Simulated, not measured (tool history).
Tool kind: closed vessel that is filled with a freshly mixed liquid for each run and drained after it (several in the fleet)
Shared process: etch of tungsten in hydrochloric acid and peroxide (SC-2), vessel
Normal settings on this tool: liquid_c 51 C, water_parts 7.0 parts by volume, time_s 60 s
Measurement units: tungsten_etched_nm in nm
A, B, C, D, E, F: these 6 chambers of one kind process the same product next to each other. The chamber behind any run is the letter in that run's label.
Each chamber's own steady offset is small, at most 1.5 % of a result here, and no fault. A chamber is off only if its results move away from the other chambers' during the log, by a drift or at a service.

| run | hour | liquid_c | water_parts | time_s | hours since the thermometer was replaced | hours since the chemicals flow meter was replaced | hours since the drum of peroxide was connected | read-back film thickness of the tungsten reference wafer, read on the same gauge (nm) | tungsten_etched_nm |
|---|---|---|---|---|---|---|---|---|---|
| 1F | 3.9 | 51 | 7.0 | 60 | 608.7 | 636.1 | 479.6 | 109.98 | 19.536 |
|  | 6.4 | chamber B: chemicals flow meter replaced |
| 2C | 7.7 | 51 | 7.0 | 60 | 458.3 | 80.2 | 73.5 | 110.00 | 19.388 |
| 3A | 11.4 | 51 | 7.0 | 60 | 877.8 | 279.7 | 900.3 | 109.99 | 19.564 |
| 4B | 18.0 | 51 | 7.0 | 60 | 1544.6 | 11.7 | 217.5 | 110.04 | 19.600 |
| 5D | 23.1 | 51 | 7.0 | 60 | 1805.1 | 1454.5 | 57.0 | 110.04 | 19.312 |
| 6E | 29.9 | 51 | 7.0 | 60 | 166.1 | 569.9 | 167.2 | 109.95 | 19.151 |
| 7F | 34.7 | 51 | 7.0 | 60 | 639.5 | 666.9 | 510.4 | 110.01 | 19.363 |
| 8A | 41.7 | 51 | 7.0 | 60 | 908.1 | 310.0 | 930.6 | 110.04 | 19.500 |
| 9D | 48.8 | 51 | 7.0 | 60 | 1830.8 | 1480.2 | 82.7 | 110.03 | 19.578 |
| 10B | 53.8 | 51 | 7.0 | 60 | 1580.4 | 47.5 | 253.3 | 110.00 | 19.493 |
| 11C | 60.6 | 51 | 7.0 | 60 | 511.2 | 133.1 | 126.4 | 109.97 | 19.201 |
| 12E | 66.7 | 51 | 8.5 | 60 | 202.9 | 606.7 | 204.0 | 109.99 | 16.331 |
| 13F | 70.2 | 51 | 8.5 | 60 | 675.0 | 702.4 | 545.9 | 109.94 | 16.566 |
| 14C | 74.4 | 51 | 8.5 | 60 | 525.0 | 146.9 | 140.2 | 109.98 | 16.837 |
| 15B | 78.7 | 51 | 8.5 | 60 | 1605.3 | 72.4 | 278.2 | 110.00 | 16.626 |
| 16D | 84.4 | 51 | 8.5 | 60 | 1866.4 | 1515.8 | 118.3 | 109.99 | 16.448 |
| 17E | 88.0 | 51 | 8.5 | 60 | 224.2 | 628.0 | 225.3 | 110.00 | 16.244 |
| 18A | 91.7 | 51 | 7.0 | 60 | 958.1 | 360.0 | 980.6 | 109.99 | 19.632 |
| 19E | 95.5 | 51 | 7.0 | 60 | 231.7 | 635.5 | 232.8 | 109.99 | 19.211 |
| 20F | 102.5 | 51 | 7.0 | 60 | 707.3 | 734.7 | 578.2 | 110.02 | 19.461 |
| 21A | 106.7 | 51 | 7.0 | 60 | 973.1 | 375.0 | 995.6 | 109.98 | 19.170 |
| 22B | 112.5 | 51 | 7.0 | 60 | 1639.1 | 106.2 | 312.0 | 109.95 | 19.309 |
| 23C | 116.5 | 51 | 7.0 | 60 | 567.1 | 189.0 | 182.3 | 110.03 | 19.442 |
| 24D | 121.3 | 51 | 7.0 | 60 | 1903.3 | 1552.7 | 155.2 | 109.95 | 19.014 |
| 25D | 125.4 | 51 | 6.0 | 90 | 1907.4 | 1556.8 | 159.3 | 110.01 | 32.510 |
| 26B | 131.4 | 51 | 6.0 | 90 | 1658.0 | 125.1 | 330.9 | 110.01 | 32.765 |
| 27F | 136.9 | 51 | 6.0 | 90 | 741.7 | 769.1 | 612.6 | 109.96 | 32.638 |
| 28A | 142.6 | 51 | 6.0 | 90 | 1009.0 | 410.9 | 1031.5 | 109.98 | 32.446 |
| 29C | 146.7 | 51 | 6.0 | 90 | 597.3 | 219.2 | 212.5 | 110.00 | 33.175 |
| 30E | 152.9 | 51 | 6.0 | 90 | 289.1 | 692.9 | 290.2 | 109.98 | 31.193 |
|  | 156.1 | chamber E: chemicals flow meter replaced |
| 31F | 157.1 | 51 | 7.0 | 60 | 761.9 | 789.3 | 632.8 | 109.98 | 19.531 |
| 32B | 163.0 | 51 | 4.5 | 60 | 1689.6 | 156.7 | 362.5 | 110.00 | 26.675 |
| 33C | 170.3 | 51 | 4.5 | 60 | 620.9 | 242.8 | 236.1 | 110.03 | 27.061 |
| 34D | 175.3 | 51 | 4.5 | 60 | 1957.3 | 1606.7 | 209.2 | 110.07 | 26.522 |
| 35A | 182.2 | 51 | 4.5 | 60 | 1048.6 | 450.5 | 1071.1 | 110.03 | 26.678 |
| 36E | 188.6 | 51 | 4.5 | 60 | 324.8 | 32.5 | 325.9 | 110.04 | 25.382 |
| 37F | 195.3 | 51 | 4.5 | 60 | 800.1 | 827.5 | 671.0 | 110.00 | 26.641 |

One chamber off, gauge drift, or nothing amiss beyond the chambers' own small offsets? If it is a chamber, which one, and what is the likeliest cause?

One chamber, E, drifts off from the rest bit by bit.
Cause: peroxide weaker than its label (%) = 7.19.
Not necessarily distinguishable in this log from: liquid colder than its thermometer reads (K).

Here are 4 candidates for chamber E's next run, each the usual settings with a change, their results left as question marks. Which one brings its results back in line with what the others give on the usual settings?
To be in line, a result may differ from the other chambers' mean on the usual settings by at most: tungsten_etched_nm 0.610 nm
| 38E-1 | 200.5 | 52 | 7.0 | 60 |  |  |  |  | ? |
| 38E-2 | 200.5 | 51 | 6.0 | 60 |  |  |  |  | ? |
| 38E-3 | 200.5 | 50 | 7.0 | 60 |  |  |  |  | ? |
| 38E-4 | 200.5 | 49 | 7.0 | 60 |  |  |  |  | ? |

Mean of the other chambers on the usual settings: tungsten_etched_nm 19.383 nm
| run | tungsten_etched_nm |
|---|---|
| 38E-1 | 19.558 |
| 38E-2 | 20.601 |
| 38E-3 | 17.130 |
| 38E-4 | 16.033 |
The answer is 38E-1, which returns the chamber to within the allowed miss of the others.
